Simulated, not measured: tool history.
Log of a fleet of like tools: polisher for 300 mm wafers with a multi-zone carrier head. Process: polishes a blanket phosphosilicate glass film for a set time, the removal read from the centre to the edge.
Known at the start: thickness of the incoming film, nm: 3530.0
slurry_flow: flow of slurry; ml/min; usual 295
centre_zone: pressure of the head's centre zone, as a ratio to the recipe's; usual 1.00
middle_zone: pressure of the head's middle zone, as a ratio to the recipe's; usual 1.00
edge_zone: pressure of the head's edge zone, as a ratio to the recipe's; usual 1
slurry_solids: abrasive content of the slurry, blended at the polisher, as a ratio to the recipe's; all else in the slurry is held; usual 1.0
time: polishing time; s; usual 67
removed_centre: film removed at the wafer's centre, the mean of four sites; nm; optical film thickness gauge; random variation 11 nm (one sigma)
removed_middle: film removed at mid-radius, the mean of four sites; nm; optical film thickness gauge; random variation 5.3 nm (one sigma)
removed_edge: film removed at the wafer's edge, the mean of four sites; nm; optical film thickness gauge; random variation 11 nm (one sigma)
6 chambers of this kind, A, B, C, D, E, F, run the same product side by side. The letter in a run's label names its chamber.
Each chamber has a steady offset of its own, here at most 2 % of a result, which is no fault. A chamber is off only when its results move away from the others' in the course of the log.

run	hour	slurry_flow	centre_zone	middle_zone	edge_zone	slurry_solids	time	wafers polished on this pad	hours since the slurry nozzle was cleaned	hours since the centre zone pressure was calibrated	hours since the edge zone pressure was calibrated	removed_centre	removed_middle	removed_edge
# hour 5.7: chamber D: worn pad replaced by a new one
1D	13.1	295	1.00	1.00	1	1.0	67	68	24.9	154.8	1009.1	747.29	746.92	769.48
2B	25.9	295	1.00	1.00	1	1.0	67	532	288.8	560.2	335.0	768.82	746.73	770.25
# hour 31.8: chamber B: worn pad replaced by a new one
3C	34.9	295	1.00	1.00	1	1.0	67	544	451.5	1155.1	951.3	763.55	754.07	759.07
# hour 43.4: chamber C: edge zone pressure recalibrated
4A	44.5	295	1.00	1.00	1	1.0	67	1439	89.7	925.0	108.9	750.54	755.83	758.06
# hour 51.9: chamber A: worn pad replaced by a new one
5F	56.2	295	1.09	1.11	1	1.0	67	539	114.9	706.2	437.8	816.28	817.84	754.91
6E	69.0	295	1.09	1.11	1	1.0	67	649	203.7	576.9	656.3	824.02	836.11	769.71
# hour 74.3: chamber D: edge zone pressure recalibrated
7B	78.2	295	1.09	1.11	1	1.0	67	431	341.1	612.5	387.3	842.97	839.00	757.11
# hour 79.7: chamber B: edge zone pressure recalibrated
8D	87.0	295	1.09	1.11	1	1.0	67	755	98.8	228.7	12.7	829.58	814.53	748.76
9C	95.9	295	1.09	1.11	1	1.0	67	1111	512.5	1216.1	52.6	866.24	832.89	775.57
# hour 105.9: chamber B: worn pad replaced by a new one
# hour 107.6: chamber E: worn pad replaced by a new one
# hour 108.0: chamber E: slurry nozzle cleaned
10E	108.4	295	1.09	1.11	1	1.0	67	7	0.4	616.3	695.7	844.39	836.77	745.30
11A	116.3	295	1.00	1.00	1	1.0	67	598	161.5	996.8	180.7	748.55	760.85	758.13
# hour 120.8: chamber C: centre zone pressure recalibrated
12F	125.9	295	1.00	1.00	1	1.0	67	1186	184.6	775.9	507.5	743.14	740.27	736.67
# hour 131.1: chamber D: worn pad replaced by a new one
# hour 132.2: chamber C: worn pad replaced by a new one
13F	134.0	295	1.00	1.00	1	1.0	67	1262	192.7	784.0	515.6	731.44	738.64	750.22
# hour 143.7: chamber F: worn pad replaced by a new one
14A	145.8	295	1.00	1.00	1	1.0	67	872	191.0	1026.3	210.2	745.70	748.07	769.29
15E	158.0	295	1.00	1.00	1	1.0	67	468	50.0	665.9	745.3	736.50	763.33	766.77
16C	169.2	295	1.00	1.00	1	1.0	67	344	585.8	48.5	125.9	767.08	754.98	748.83
17B	181.3	295	1.00	1.00	1	1.0	67	701	444.2	715.6	101.6	759.87	749.62	761.63
# hour 182.0: chamber B: worn pad replaced by a new one
18D	193.9	295	1.00	1.00	1	1.0	67	583	205.7	335.6	119.6	744.21	757.15	752.09
# hour 197.2: chamber E: worn pad replaced by a new one
19A	204.1	295	1.00	1.00	1	1.0	67	1414	249.3	1084.6	268.5	742.24	750.56	759.66
# hour 210.0: chamber A: worn pad replaced by a new one
20B	214.0	295	1.00	1.00	1	1.0	67	297	476.9	748.3	134.3	753.97	755.80	762.52
# hour 216.4: chamber C: slurry nozzle cleaned
21F	223.0	295	1.00	1.00	1	1.0	67	736	281.7	873.0	604.6	732.36	733.96	740.03
# hour 223.6: chamber A: centre zone pressure recalibrated
22E	230.1	295	1.00	1.00	1	1.0	67	305	122.1	738.0	817.4	759.16	750.92	770.62
23D	240.0	295	1.00	1.00	1	1.0	67	1011	251.8	381.7	165.7	732.09	742.09	750.12
24C	248.5	295	1.00	1.00	1	1.0	67	1080	32.1	127.8	205.2	744.08	761.90	776.39
# hour 254.2: chamber D: worn pad replaced by a new one
25C	258.2	295	1.00	1.00	1	1.0	67	1170	41.8	137.5	214.9	742.56	754.16	757.55
# hour 266.8: chamber B: worn pad replaced by a new one
# hour 267.7: chamber C: worn pad replaced by a new one
26E	267.7	295	1.00	1.00	1	1.0	67	654	159.7	775.6	855.0	766.79	762.96	748.40
27D	279.8	295	1.00	1.00	1	1.0	67	237	291.6	421.5	205.5	735.69	738.44	756.30
# hour 285.0: chamber E: worn pad replaced by a new one
28F	287.2	295	1.00	1.00	1	1.0	67	1333	345.9	937.2	668.8	755.65	739.00	727.17
29A	294.4	295	1.00	1.00	1	1.0	67	784	339.6	70.9	358.8	828.87	750.02	752.23
# hour 296.2: chamber D: slurry nozzle cleaned
30B	304.6	295	1.00	1.00	1	1.0	67	351	567.5	838.9	224.9	759.25	754.40	763.08
# hour 309.2: chamber D: centre zone pressure recalibrated
31E	313.2	295	1.00	1.00	1	1.0	67	262	205.2	821.1	900.5	761.25	760.93	757.61
# hour 319.0: chamber F: worn pad replaced by a new one
32D	322.4	295	1.00	1.00	1	1.3	67	633	26.2	13.2	248.1	825.64	826.24	843.32
33C	332.9	295	1.00	1.00	1	1.3	67	605	116.5	212.2	289.6	845.95	845.26	828.28
# hour 335.0: chamber B: worn pad replaced by a new one
34A	338.8	295	1.00	1.00	1	1.3	67	1196	384.0	115.3	403.2	922.21	850.65	847.31
35F	350.6	295	1.00	1.00	1	1.3	67	293	409.3	1000.6	732.2	830.44	830.03	835.94
36B	359.8	295	1.00	1.00	1	1.3	67	230	622.7	894.1	280.1	850.80	841.66	848.92
37C	370.4	295	1.00	1.00	1	1.3	67	953	154.0	249.7	327.1	869.50	845.65	831.99

Next, every chamber runs the same settings. What will each give?
38A	379.9	295	1.00	1.00	1	1.0	67					?	?	?
38B	379.9	295	1.00	1.00	1	1.0	67					?	?	?
38C	379.9	295	1.00	1.00	1	1.0	67					?	?	?
38D	379.9	295	1.00	1.00	1	1.0	67					?	?	?
38E	379.9	295	1.00	1.00	1	1.0	67					?	?	?
38F	379.9	295	1.00	1.00	1	1.0	67					?	?	?

run	removed_centre	removed_middle	removed_edge
38A	826.99	754.79	742.73
38B	771.54	757.14	765.46
38C	776.06	756.35	758.39
38D	747.54	739.63	748.84
38E	766.13	762.19	757.63
38F	737.85	753.48	758.44
